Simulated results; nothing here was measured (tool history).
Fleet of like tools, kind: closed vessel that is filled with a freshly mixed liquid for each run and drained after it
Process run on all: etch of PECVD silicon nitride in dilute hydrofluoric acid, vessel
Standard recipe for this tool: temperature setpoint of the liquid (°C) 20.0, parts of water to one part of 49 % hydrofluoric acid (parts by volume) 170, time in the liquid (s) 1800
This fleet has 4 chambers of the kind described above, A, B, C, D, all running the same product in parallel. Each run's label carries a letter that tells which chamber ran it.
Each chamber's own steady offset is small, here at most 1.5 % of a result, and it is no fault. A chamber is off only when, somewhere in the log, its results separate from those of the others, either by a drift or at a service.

run,hour,temperature setpoint of the liquid (°C),parts of water to one part of 49 % hydrofluoric acid (parts by volume),time in the liquid (s),hours since the thermometer was replaced,hours since the hydrofluoric acid flow meter was replaced,"read-back film thickness of the PECVD silicon nitride reference wafer, read on the same gauge (nm)",thickness taken off the PECVD silicon nitride on a monitor wafer (Å)
1A,3.7,20.0,170,1800,617.6,151.2,120.03,464.50
2C,6.9,20.0,170,1800,1710.7,1146.5,119.97,462.19
3B,12.7,20.0,170,1800,1432.9,324.1,119.99,464.05
4D,16.9,20.0,170,1800,392.0,564.8,120.00,465.98
5D,23.9,20.0,170,1800,399.0,571.8,120.00,468.87
6B,29.9,20.0,170,1800,1450.1,341.3,120.03,464.93
7C,34.3,20.0,170,1800,1738.1,1173.9,119.98,470.21
8A,38.0,20.0,170,1800,651.9,185.5,120.03,460.37
9D,42.3,23.0,145,1800,417.4,590.2,120.00,662.47
10A,45.6,23.0,145,1800,659.5,193.1,119.99,662.65
11C,49.5,23.0,145,1800,1753.3,1189.1,120.01,670.99
12B,54.5,23.0,145,1800,1474.7,365.9,120.01,660.72
13D,58.8,20.0,170,1800,433.9,606.7,119.99,468.74
14A,65.6,20.0,170,1800,679.5,213.1,119.99,460.32
15B,69.0,20.0,170,1800,1489.2,380.4,120.04,462.39
16C,73.2,23.0,235,1800,1777.0,1212.8,119.99,417.11
17C,79.0,23.0,235,1800,1782.8,1218.6,119.99,412.37
# hour 83.1: chamber C: hydrofluoric acid flow meter replaced
18D,86.1,23.0,235,1800,461.2,634.0,119.98,417.53
19A,90.4,23.0,235,1800,704.3,237.9,120.03,410.89
20B,93.6,20.0,170,1800,1513.8,405.0,119.99,463.80
21A,97.7,20.0,170,1800,711.6,245.2,119.98,463.18
22B,103.9,20.0,170,1800,1524.1,415.3,119.99,466.20
23C,107.9,20.0,170,1800,1811.7,24.8,120.03,466.36
24D,113.7,20.0,170,1800,488.8,661.6,119.96,470.59
25A,117.9,20.0,245,1800,731.8,265.4,120.00,324.59
26C,125.1,20.0,245,1800,1828.9,42.0,119.99,325.60
27B,131.5,20.0,245,1800,1551.7,442.9,120.01,323.75
28D,136.4,20.0,245,1800,511.5,684.3,119.99,335.22
29C,142.4,20.0,170,1800,1846.2,59.3,119.95,467.33
30B,149.1,20.0,170,1800,1569.3,460.5,120.01,462.50
31D,155.6,20.0,170,1800,530.7,703.5,120.01,476.81
32A,160.2,20.0,170,1800,774.1,307.7,120.01,461.63
33D,165.2,20.0,170,1800,540.3,713.1,119.99,474.17
34C,168.5,20.0,170,1800,1872.3,85.4,119.99,466.66
35A,175.4,20.0,170,1800,789.3,322.9,119.98,459.74
36B,180.4,20.0,220,1800,1600.6,491.8,119.96,364.90
37D,187.0,20.0,220,1800,562.1,734.9,120.03,374.46
38B,192.4,20.0,220,1800,1612.6,503.8,119.99,360.26
39C,198.9,20.0,220,1800,1902.7,115.8,119.98,365.67
40A,205.7,20.0,170,1800,819.6,353.2,120.00,464.27
41A,210.0,20.0,170,1800,823.9,357.5,120.01,465.53
42B,214.5,20.0,170,1800,1634.7,525.9,120.01,462.33
43D,218.2,20.0,170,1800,593.3,766.1,119.99,482.33
44C,224.2,20.0,170,1800,1928.0,141.1,120.01,466.30

Read the log: is a single chamber off, either drifting away or since a service, is the gauge that measures every chamber drifting, or is nothing wrong beyond small per-chamber offsets? Name any odd chamber and what most likely caused it.

Chamber D drifts away from the others.
What lies behind it: hydrofluoric acid flow above the setpoint (%) = 3.5.
The log may not tell that from: liquid hotter than its thermometer reads (K).

Here are 4 candidates for chamber D's next run, each the usual settings with a change, their results left as question marks. Which one brings its results back in line with what the others give on the usual settings?
A result is in line if it is within this distance of the other chambers' mean on the usual settings: thickness taken off the PECVD silicon nitride on a monitor wafer (Å) 9.60
45D-1,229.3,20.5,170,1900,,,,?
45D-2,229.3,20.0,170,1650,,,,?
45D-3,229.3,20.0,170,1745,,,,?
45D-4,229.3,20.0,170,1865,,,,?

On the usual settings, the other chambers give on average: thickness taken off the PECVD silicon nitride on a monitor wafer (Å) 464.64
run,thickness taken off the PECVD silicon nitride on a monitor wafer (Å)
45D-1,527.30
45D-2,443.28
45D-3,468.80
45D-4,501.04
With 45D-3, the chamber falls back in line with the rest.

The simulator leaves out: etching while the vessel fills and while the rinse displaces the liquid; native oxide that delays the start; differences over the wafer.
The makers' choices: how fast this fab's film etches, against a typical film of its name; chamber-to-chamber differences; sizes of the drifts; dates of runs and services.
